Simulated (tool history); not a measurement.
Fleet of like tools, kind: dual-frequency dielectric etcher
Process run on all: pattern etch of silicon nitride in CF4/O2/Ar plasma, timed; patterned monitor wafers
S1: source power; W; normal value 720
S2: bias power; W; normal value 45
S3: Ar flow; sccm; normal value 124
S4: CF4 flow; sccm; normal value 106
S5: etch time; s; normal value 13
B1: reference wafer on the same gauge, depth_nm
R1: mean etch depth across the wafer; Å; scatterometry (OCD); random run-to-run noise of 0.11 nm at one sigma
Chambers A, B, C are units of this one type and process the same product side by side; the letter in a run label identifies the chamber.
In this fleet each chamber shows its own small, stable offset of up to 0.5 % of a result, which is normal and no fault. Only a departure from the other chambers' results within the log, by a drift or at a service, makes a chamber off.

Run 1A, hour 6.3: usual settings; B1 25.986. Result: R1 318.89 Å.
Run 2B, hour 14.5: usual settings; B1 25.997. Result: R1 318.47 Å.
Run 3C, hour 20.0: usual settings; B1 26.008. Result: R1 319.55 Å.
Run 4A, hour 24.8: usual settings; B1 26.008. Result: R1 320.13 Å.
Run 5B, hour 33.8: usual settings; B1 26.006. Result: R1 316.91 Å.
Run 6C, hour 39.2: usual settings; B1 26.003. Result: R1 320.42 Å.
Run 7A, hour 43.7: usual settings but S5 11 s; B1 26.019. Result: R1 271.41 Å.
Run 8B, hour 52.1: usual settings but S5 11 s; B1 26.029. Result: R1 269.98 Å.
Run 9C, hour 57.8: usual settings but S5 11 s; B1 26.014. Result: R1 271.10 Å.
Run 10A, hour 67.4: usual settings; B1 26.010. Result: R1 317.83 Å.
Run 11C, hour 72.9: usual settings; B1 25.997. Result: R1 319.90 Å.
Run 12B, hour 82.1: usual settings but S1 880 W; B1 25.989. Result: R1 378.52 Å.
Run 13C, hour 86.4: usual settings but S1 880 W; B1 25.991. Result: R1 380.56 Å.
Run 14A, hour 92.0: usual settings but S1 880 W; B1 25.986. Result: R1 381.56 Å.
At hour 96.2: chamber A: wet clean of the chamber.
Run 15B, hour 97.7: usual settings; B1 26.010. Result: R1 319.86 Å.
Run 16A, hour 106.7: usual settings; B1 25.996. Result: R1 319.14 Å.
Run 17C, hour 112.9: usual settings; B1 25.992. Result: R1 319.71 Å.
Run 18B, hour 120.3: usual settings; B1 25.996. Result: R1 318.56 Å.
Run 19A, hour 128.2: usual settings but S4 95 sccm, S5 11 s; B1 26.003. Result: R1 265.53 Å.
Run 20B, hour 136.8: usual settings but S4 95 sccm, S5 11 s; B1 26.001. Result: R1 265.26 Å.

Which is it: a chamber that has drifted or been left off by a service, a gauge drift common to all chambers, or only each chamber's usual small offset? If a chamber is off, name it and its likeliest cause.

The fleet is healthy, with each chamber sitting at its usual small offset and no drift in the gauge.
